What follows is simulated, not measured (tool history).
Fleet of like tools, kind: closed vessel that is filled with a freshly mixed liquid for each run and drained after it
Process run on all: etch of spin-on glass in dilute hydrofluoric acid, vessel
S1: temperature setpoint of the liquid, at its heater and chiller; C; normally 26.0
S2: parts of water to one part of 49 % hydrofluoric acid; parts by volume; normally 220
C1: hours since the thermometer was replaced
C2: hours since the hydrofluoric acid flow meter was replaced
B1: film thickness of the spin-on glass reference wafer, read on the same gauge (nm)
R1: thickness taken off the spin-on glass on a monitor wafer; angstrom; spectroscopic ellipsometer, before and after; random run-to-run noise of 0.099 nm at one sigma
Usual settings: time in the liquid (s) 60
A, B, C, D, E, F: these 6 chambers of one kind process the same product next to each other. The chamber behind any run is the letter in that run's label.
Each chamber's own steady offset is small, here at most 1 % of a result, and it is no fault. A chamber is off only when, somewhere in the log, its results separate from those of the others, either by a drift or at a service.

{"run": "1C", "hour": 8.8, "S1": 26.0, "S2": 220, "time in the liquid (s)": 60, "C1": 557.9, "C2": 552.0, "B1": 89.996, "R1": 112.33}
{"run": "2A", "hour": 17.9, "S1": 26.0, "S2": 220, "time in the liquid (s)": 60, "C1": 1867.6, "C2": 637.7, "B1": 89.992, "R1": 115.47}
{"run": "3B", "hour": 30.4, "S1": 26.0, "S2": 220, "time in the liquid (s)": 60, "C1": 530.9, "C2": 313.6, "B1": 89.996, "R1": 113.07}
{"hour": 31.1, "done": "chamber A: thermometer replaced"}
{"run": "4F", "hour": 38.0, "S1": 26.0, "S2": 220, "time in the liquid (s)": 60, "C1": 1981.3, "C2": 189.1, "B1": 89.987, "R1": 113.62}
{"run": "5E", "hour": 50.1, "S1": 26.0, "S2": 220, "time in the liquid (s)": 60, "C1": 998.8, "C2": 517.3, "B1": 89.995, "R1": 114.48}
{"run": "6D", "hour": 57.6, "S1": 26.0, "S2": 220, "time in the liquid (s)": 60, "C1": 858.7, "C2": 495.3, "B1": 89.999, "R1": 113.88}
{"run": "7B", "hour": 67.2, "S1": 26.0, "S2": 220, "time in the liquid (s)": 60, "C1": 567.7, "C2": 350.4, "B1": 89.985, "R1": 112.57}
{"run": "8D", "hour": 78.1, "S1": 26.0, "S2": 220, "time in the liquid (s)": 60, "C1": 879.2, "C2": 515.8, "B1": 90.0, "R1": 114.72}
{"run": "9E", "hour": 86.9, "S1": 26.0, "S2": 220, "time in the liquid (s)": 60, "C1": 1035.6, "C2": 554.1, "B1": 90.017, "R1": 114.12}
{"run": "10C", "hour": 96.4, "S1": 26.0, "S2": 220, "time in the liquid (s)": 60, "C1": 645.5, "C2": 639.6, "B1": 89.985, "R1": 112.57}
{"run": "11F", "hour": 108.1, "S1": 26.0, "S2": 220, "time in the liquid (s)": 60, "C1": 2051.4, "C2": 259.2, "B1": 89.988, "R1": 115.15}
{"run": "12A", "hour": 115.4, "S1": 26.0, "S2": 220, "time in the liquid (s)": 60, "C1": 84.4, "C2": 735.2, "B1": 90.005, "R1": 115.0}
{"run": "13A", "hour": 127.6, "S1": 30.5, "S2": 220, "time in the liquid (s)": 60, "C1": 96.6, "C2": 747.4, "B1": 89.99, "R1": 132.77}
{"run": "14F", "hour": 140.2, "S1": 30.5, "S2": 220, "time in the liquid (s)": 60, "C1": 2083.5, "C2": 291.3, "B1": 89.989, "R1": 132.14}
{"run": "15E", "hour": 145.8, "S1": 30.5, "S2": 220, "time in the liquid (s)": 60, "C1": 1094.5, "C2": 613.0, "B1": 89.999, "R1": 135.12}
{"run": "16D", "hour": 153.0, "S1": 30.5, "S2": 220, "time in the liquid (s)": 60, "C1": 954.1, "C2": 590.7, "B1": 90.009, "R1": 134.29}
{"hour": 157.0, "done": "chamber B: thermometer replaced"}
{"run": "17C", "hour": 165.3, "S1": 30.5, "S2": 220, "time in the liquid (s)": 60, "C1": 714.4, "C2": 708.5, "B1": 89.993, "R1": 133.15}
{"run": "18B", "hour": 176.8, "S1": 30.5, "S2": 220, "time in the liquid (s)": 60, "C1": 19.8, "C2": 460.0, "B1": 90.013, "R1": 135.05}
{"run": "19B", "hour": 189.0, "S1": 26.0, "S2": 220, "time in the liquid (s)": 60, "C1": 32.0, "C2": 472.2, "B1": 89.999, "R1": 114.27}
{"hour": 191.1, "done": "chamber F: thermometer replaced"}
{"run": "20D", "hour": 201.1, "S1": 26.0, "S2": 220, "time in the liquid (s)": 60, "C1": 1002.2, "C2": 638.8, "B1": 89.998, "R1": 113.47}
{"run": "21F", "hour": 210.0, "S1": 26.0, "S2": 220, "time in the liquid (s)": 60, "C1": 19.0, "C2": 361.1, "B1": 89.991, "R1": 113.72}
{"run": "22C", "hour": 218.5, "S1": 26.0, "S2": 220, "time in the liquid (s)": 60, "C1": 767.6, "C2": 761.7, "B1": 90.0, "R1": 111.61}
{"run": "23A", "hour": 229.8, "S1": 26.0, "S2": 220, "time in the liquid (s)": 60, "C1": 198.8, "C2": 849.6, "B1": 90.004, "R1": 114.68}
{"run": "24E", "hour": 239.8, "S1": 26.0, "S2": 220, "time in the liquid (s)": 60, "C1": 1188.5, "C2": 707.0, "B1": 89.999, "R1": 115.98}
{"run": "25E", "hour": 248.1, "S1": 26.0, "S2": 305, "time in the liquid (s)": 30, "C1": 1196.8, "C2": 715.3, "B1": 90.004, "R1": 37.95}
{"run": "26C", "hour": 258.3, "S1": 26.0, "S2": 305, "time in the liquid (s)": 30, "C1": 807.4, "C2": 801.5, "B1": 89.975, "R1": 37.334}
{"run": "27F", "hour": 266.6, "S1": 26.0, "S2": 305, "time in the liquid (s)": 30, "C1": 75.6, "C2": 417.7, "B1": 90.002, "R1": 36.681}
{"run": "28A", "hour": 275.2, "S1": 26.0, "S2": 305, "time in the liquid (s)": 30, "C1": 244.2, "C2": 895.0, "B1": 89.985, "R1": 37.522}
{"run": "29D", "hour": 281.7, "S1": 26.0, "S2": 305, "time in the liquid (s)": 30, "C1": 1082.8, "C2": 719.4, "B1": 89.997, "R1": 37.983}
{"run": "30B", "hour": 289.4, "S1": 26.0, "S2": 305, "time in the liquid (s)": 30, "C1": 132.4, "C2": 572.6, "B1": 90.002, "R1": 38.021}
{"run": "31F", "hour": 301.9, "S1": 26.0, "S2": 220, "time in the liquid (s)": 60, "C1": 110.9, "C2": 453.0, "B1": 89.989, "R1": 113.91}
{"run": "32E", "hour": 313.0, "S1": 26.0, "S2": 220, "time in the liquid (s)": 40, "C1": 1261.7, "C2": 780.2, "B1": 89.992, "R1": 75.759}
{"run": "33D", "hour": 319.9, "S1": 26.0, "S2": 220, "time in the liquid (s)": 40, "C1": 1121.0, "C2": 757.6, "B1": 89.996, "R1": 76.138}
{"run": "34A", "hour": 326.7, "S1": 26.0, "S2": 220, "time in the liquid (s)": 40, "C1": 295.7, "C2": 946.5, "B1": 90.009, "R1": 76.348}
{"run": "35B", "hour": 337.7, "S1": 26.0, "S2": 220, "time in the liquid (s)": 40, "C1": 180.7, "C2": 620.9, "B1": 89.973, "R1": 75.773}
{"run": "36C", "hour": 347.8, "S1": 26.0, "S2": 220, "time in the liquid (s)": 40, "C1": 896.9, "C2": 891.0, "B1": 89.994, "R1": 76.182}
{"run": "37B", "hour": 354.2, "S1": 26.0, "S2": 220, "time in the liquid (s)": 40, "C1": 197.2, "C2": 637.4, "B1": 89.981, "R1": 76.288}
{"run": "38C", "hour": 364.1, "S1": 26.0, "S2": 220, "time in the liquid (s)": 60, "C1": 913.2, "C2": 907.3, "B1": 90.008, "R1": 112.75}
{"run": "39D", "hour": 372.5, "S1": 26.0, "S2": 220, "time in the liquid (s)": 60, "C1": 1173.6, "C2": 810.2, "B1": 90.002, "R1": 114.4}

For the next run the whole fleet of 6 chambers uses the same settings. Give each chamber's results:
{"run": "40A", "hour": 381.7, "S1": 26.0, "S2": 220, "time in the liquid (s)": 60, "R1": "?"}
{"run": "40B", "hour": 381.7, "S1": 26.0, "S2": 220, "time in the liquid (s)": 60, "R1": "?"}
{"run": "40C", "hour": 381.7, "S1": 26.0, "S2": 220, "time in the liquid (s)": 60, "R1": "?"}
{"run": "40D", "hour": 381.7, "S1": 26.0, "S2": 220, "time in the liquid (s)": 60, "R1": "?"}
{"run": "40E", "hour": 381.7, "S1": 26.0, "S2": 220, "time in the liquid (s)": 60, "R1": "?"}
{"run": "40F", "hour": 381.7, "S1": 26.0, "S2": 220, "time in the liquid (s)": 60, "R1": "?"}

run=40A R1=113.470
run=40B R1=113.210
run=40C R1=112.650
run=40D R1=112.760
run=40E R1=113.740
run=40F R1=114.890
